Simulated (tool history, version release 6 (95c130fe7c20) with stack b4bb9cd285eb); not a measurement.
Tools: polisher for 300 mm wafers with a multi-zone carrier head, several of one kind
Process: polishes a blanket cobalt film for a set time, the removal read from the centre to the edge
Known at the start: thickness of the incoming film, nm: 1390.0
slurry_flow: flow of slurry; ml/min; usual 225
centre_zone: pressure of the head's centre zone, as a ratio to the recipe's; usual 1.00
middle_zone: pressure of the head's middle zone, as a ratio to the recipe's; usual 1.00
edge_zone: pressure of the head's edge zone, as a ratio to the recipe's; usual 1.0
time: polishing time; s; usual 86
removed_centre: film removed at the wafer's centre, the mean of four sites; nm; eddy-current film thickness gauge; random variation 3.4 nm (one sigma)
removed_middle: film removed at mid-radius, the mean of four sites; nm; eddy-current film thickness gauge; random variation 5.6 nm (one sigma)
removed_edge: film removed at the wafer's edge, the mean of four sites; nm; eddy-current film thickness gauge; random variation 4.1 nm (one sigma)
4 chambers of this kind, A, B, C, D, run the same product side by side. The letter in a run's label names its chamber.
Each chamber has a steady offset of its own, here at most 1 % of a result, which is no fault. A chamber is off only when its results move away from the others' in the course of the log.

run	hour	slurry_flow	centre_zone	middle_zone	edge_zone	time	removed_centre	removed_middle	removed_edge
1A	4.7	225	1.00	1.00	1.0	86	456.93	451.40	452.79
# hour 6.4: chamber A: worn pad replaced by a new one
2B	6.8	225	1.00	1.00	1.0	86	451.77	452.72	448.92
3C	11.3	225	1.00	1.00	1.0	86	450.28	449.09	441.71
4D	15.2	225	1.00	1.00	1.0	86	455.28	460.28	453.76
# hour 16.2: chamber C: worn pad replaced by a new one
5C	17.7	225	1.00	1.00	1.0	86	451.41	444.58	447.63
# hour 20.5: chamber D: worn pad replaced by a new one
6D	20.5	225	1.00	1.00	1.0	86	449.58	454.42	454.45
7A	22.7	225	1.00	1.00	1.0	86	449.98	445.52	449.55
8B	24.9	225	1.00	1.00	1.1	86	448.75	450.09	476.55
9C	27.5	225	1.00	1.00	1.1	86	455.84	458.76	472.28
10B	30.0	225	1.00	1.00	1.1	86	456.34	446.21	478.76
11D	33.9	225	1.00	1.00	1.1	86	452.45	462.17	466.58
12A	38.6	225	1.00	0.96	1.0	86	449.51	428.27	450.74
13D	42.7	225	1.00	0.96	1.0	86	446.72	425.36	443.18
14A	47.4	225	1.00	0.96	1.0	86	452.15	440.20	451.47
15C	50.0	225	1.00	0.96	1.0	86	460.04	438.35	449.24
16B	52.9	225	1.00	1.00	1.0	86	450.25	448.73	441.50
17D	57.5	290	1.00	1.00	1.0	86	461.23	460.74	461.69
18A	61.9	290	1.00	1.00	1.0	86	466.39	461.19	459.66
19C	64.4	290	1.00	1.00	1.0	86	482.37	464.53	465.17
20B	66.8	290	1.00	1.00	1.0	86	464.26	462.71	462.23
# hour 69.8: chamber B: edge zone pressure recalibrated
# hour 70.5: chamber D: worn pad replaced by a new one
21B	71.5	225	1.00	1.00	1.0	86	446.41	447.86	447.61
22A	76.4	225	1.09	0.88	1.0	86	489.84	393.38	449.02
23C	78.5	225	1.09	0.88	1.0	86	517.36	406.20	450.59
24D	81.5	225	1.09	0.88	1.0	86	492.12	400.92	451.52
25C	84.2	225	1.09	0.88	1.0	86	515.04	408.98	443.99
26D	86.4	225	1.04	1.00	1.0	86	465.55	456.93	454.53

Next, every chamber runs the same settings. What will each give?
27A	89.9	225	1.00	1.00	1.0	86	?	?	?
27B	89.9	225	1.00	1.00	1.0	86	?	?	?
27C	89.9	225	1.00	1.00	1.0	86	?	?	?
27D	89.9	225	1.00	1.00	1.0	86	?	?	?

run	removed_centre	removed_middle	removed_edge
27A	455.87	443.18	443.10
27B	453.13	447.62	442.42
27C	479.92	456.56	442.38
27D	444.99	439.97	454.35

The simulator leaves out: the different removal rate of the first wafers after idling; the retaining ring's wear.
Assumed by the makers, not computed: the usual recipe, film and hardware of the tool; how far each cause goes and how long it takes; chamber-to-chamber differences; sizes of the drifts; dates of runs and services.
